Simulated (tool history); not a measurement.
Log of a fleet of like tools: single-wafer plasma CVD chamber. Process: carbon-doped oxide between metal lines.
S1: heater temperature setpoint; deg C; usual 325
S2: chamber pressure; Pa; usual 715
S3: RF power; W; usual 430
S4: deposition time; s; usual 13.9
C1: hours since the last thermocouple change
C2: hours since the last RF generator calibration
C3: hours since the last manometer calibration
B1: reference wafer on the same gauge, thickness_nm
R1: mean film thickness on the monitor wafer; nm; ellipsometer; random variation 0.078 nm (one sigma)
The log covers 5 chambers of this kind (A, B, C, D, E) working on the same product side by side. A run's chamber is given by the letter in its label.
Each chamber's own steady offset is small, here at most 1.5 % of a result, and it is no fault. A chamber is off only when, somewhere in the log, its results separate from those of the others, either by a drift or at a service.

run   hour   S1   S2   S3    S4      C1      C2      C3      B1      R1
 1A   10.6  325  715  430  13.9  1050.0   757.2   805.7  76.473  71.116
 2B   19.2  325  715  430  13.9  1086.3   979.6  1290.8  76.482  71.923
 3E   32.7  325  715  430  13.9   363.6   771.2  1482.5  76.460  70.875
 4C   46.1  325  715  430  13.9  1424.7   161.5   653.2  76.477  70.823
 5D   54.6  325  715  430  13.9   452.2   413.5  2353.2  76.448  70.656
 6B   62.0  325  715  430  13.9  1129.1  1022.4  1333.6  76.448  71.838
 7D   74.3  325  715  430  13.9   471.9   433.2  2372.9  76.439  70.314
 8C   80.9  325  715  430  13.9  1459.5   196.3   688.0  76.433  70.901
 9A   90.6  325  715  430  13.9  1130.0   837.2   885.7  76.430  71.145
10E   96.5  325  715  430  13.9   427.4   835.0  1546.3  76.434  70.739
11D  102.6  325  715  430  13.9   500.2   461.5  2401.2  76.409  70.384
12C  110.8  325  715  430  13.9  1489.4   226.2   717.9  76.397  70.823
13A  118.7  325  715  430  13.9  1158.1   865.3   913.8  76.376  71.005
14B  129.5  325  715  430  13.9  1196.6  1089.9  1401.1  76.391  71.629
15E  138.3  325  715  430  13.9   469.2   876.8  1588.1  76.386  70.597
16C  151.2  325  715  430  13.9  1529.8   266.6   758.3  76.339  70.986
17B  161.0  325  715  430  13.9  1228.1  1121.4  1432.6  76.354  71.639
18E  169.5  325  715  430  13.9   500.4   908.0  1619.3  76.347  70.565
19A  178.5  325  715  430  13.9  1217.9   925.1   973.6  76.343  70.823
20D  189.7  325  849  430  13.9   587.3   548.6  2488.3  76.360  71.727
     194.8  -- chamber E: capacitance manometer re-zeroed and calibrated
21C  198.2  325  849  430  13.9  1576.8   313.6   805.3  76.338  72.131
22D  207.3  325  849  430  13.9   604.9   566.2  2505.9  76.332  71.749
     218.3  -- chamber A: capacitance manometer re-zeroed and calibrated
23A  220.5  325  849  430  13.9  1259.9   967.1     2.2  76.296  72.559
24B  234.1  325  849  430  13.9  1301.2  1194.5  1505.7  76.280  73.015
     242.9  -- chamber B: RF generator calibrated
     245.5  -- chamber E: RF generator calibrated
25E  247.0  325  715  430  13.9   577.9     1.5    52.2  76.285  70.417
26E  255.8  325  715  430  13.9   586.7    10.3    61.0  76.269  70.387
27B  265.8  325  715  430  13.9  1332.9    22.9  1537.4  76.267  71.672
     268.0  -- chamber B: thermocouple changed; heater temperature recalibrated
     273.7  -- chamber D: capacitance manometer re-zeroed and calibrated
28A  276.3  325  715  430  13.9  1315.7  1022.9    58.0  76.247  71.022
29C  286.2  325  715  430  13.9  1664.8   401.6   893.3  76.248  70.761
     288.3  -- chamber C: thermocouple changed; heater temperature recalibrated
30D  295.3  325  715  430  12.1   692.9   654.2    21.7  76.260  61.409
31E  302.1  325  715  430  12.1   633.0    56.6   107.3  76.213  61.490
32A  308.6  325  715  430  12.1  1348.0  1055.2    90.3  76.213  61.877
33C  315.5  325  715  430  12.1    27.3   430.9   922.6  76.236  61.788
34B  326.8  325  715  430  12.1    58.9    83.9  1598.4  76.212  62.622
35D  339.7  325  715  430  13.9   737.3   698.6    66.1  76.201  70.291
36B  346.1  325  715  430  13.9    78.2   103.2  1617.7  76.218  71.578
37E  359.1  325  715  430  13.9   690.0   113.6   164.3  76.205  70.428
38C  368.6  325  715  430  13.9    80.4   484.0   975.7  76.162  70.869
39A  379.5  325  715  430  15.1  1418.9  1126.1   161.2  76.149  76.937
40D  390.1  325  715  430  15.1   787.7   749.0   116.5  76.166  76.128

What goes on in this fleet: one chamber off, a drifting gauge, or nothing beyond the chambers' own small offsets? Name the chamber and the cause, if any.

None of the chambers is off. What moves is the gauge, dragging all their readings along together.
What lies behind it: gauge reads low (%) = 0.451.
